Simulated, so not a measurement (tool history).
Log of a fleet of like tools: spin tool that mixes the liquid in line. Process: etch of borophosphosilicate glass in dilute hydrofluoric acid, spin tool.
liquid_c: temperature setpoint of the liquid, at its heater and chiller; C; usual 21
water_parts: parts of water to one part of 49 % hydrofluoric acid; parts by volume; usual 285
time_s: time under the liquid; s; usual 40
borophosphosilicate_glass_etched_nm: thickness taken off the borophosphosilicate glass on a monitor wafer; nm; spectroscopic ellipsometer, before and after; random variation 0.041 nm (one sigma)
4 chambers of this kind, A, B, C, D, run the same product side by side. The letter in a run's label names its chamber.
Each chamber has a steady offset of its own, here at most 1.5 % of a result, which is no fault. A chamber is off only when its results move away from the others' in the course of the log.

run,hour,liquid_c,water_parts,time_s,hours since the thermometer was replaced,hours since the hydrofluoric acid flow meter was replaced,"read-back film thickness of the borophosphosilicate glass reference wafer, read on the same gauge (nm)",borophosphosilicate_glass_etched_nm
1C,3.5,21,285,40,972.2,1072.2,30,4.2835
2B,6,21,285,40,720.9,824.1,30.015,4.2725
3A,10.2,21,285,40,931.9,338.8,29.986,4.3758
4D,13.5,21,285,40,1324,1412,30.011,4.2167
5D,16.8,21,285,40,1327.3,1415.3,30.009,4.2894
6B,20.5,21,365,30,735.4,838.6,30.003,2.3359
7C,24.3,21,365,30,993,1093,29.992,2.3561
8A,27.6,21,365,30,949.3,356.2,30.006,2.3732
9D,31.2,21,365,30,1341.7,1429.7,29.987,2.3094
10B,34,21,285,40,748.9,852.1,29.966,4.2997
11C,37.3,21,285,40,1006,1106,30.01,4.2493
12A,39.3,21,285,40,961,367.9,30.011,4.3776
13D,41.7,21,285,40,1352.2,1440.2,30.008,4.2733
14A,44.6,21,285,40,966.3,373.2,29.979,4.3178
15C,48.2,21,285,40,1016.9,1116.9,29.978,4.3271
16B,51.4,21,285,25,766.3,869.5,29.995,2.6844
17D,54.9,21,285,25,1365.4,1453.4,29.994,2.6786
18A,57.7,21,285,25,979.4,386.3,29.971,2.7357
19B,61.4,21,285,25,776.3,879.5,29.983,2.6401
20C,65.3,21,285,40,1034,1134,29.981,4.356
21C,68.8,21,285,40,1037.5,1137.5,29.993,4.2822
22A,71.8,21,285,40,993.5,400.4,30.003,4.3951
23B,73.7,17,285,55,788.6,891.8,29.995,5.0649
24D,77.3,17,285,55,1387.8,1475.8,29.996,5.0444
25C,80.3,17,285,55,1049,1149,29.998,5.1535

What goes on in this fleet: one chamber off, a drifting gauge, or nothing beyond the chambers' own small offsets? Name the chamber and the cause, if any.

No chamber stands off beyond its own small offset, and the gauge holds steady.
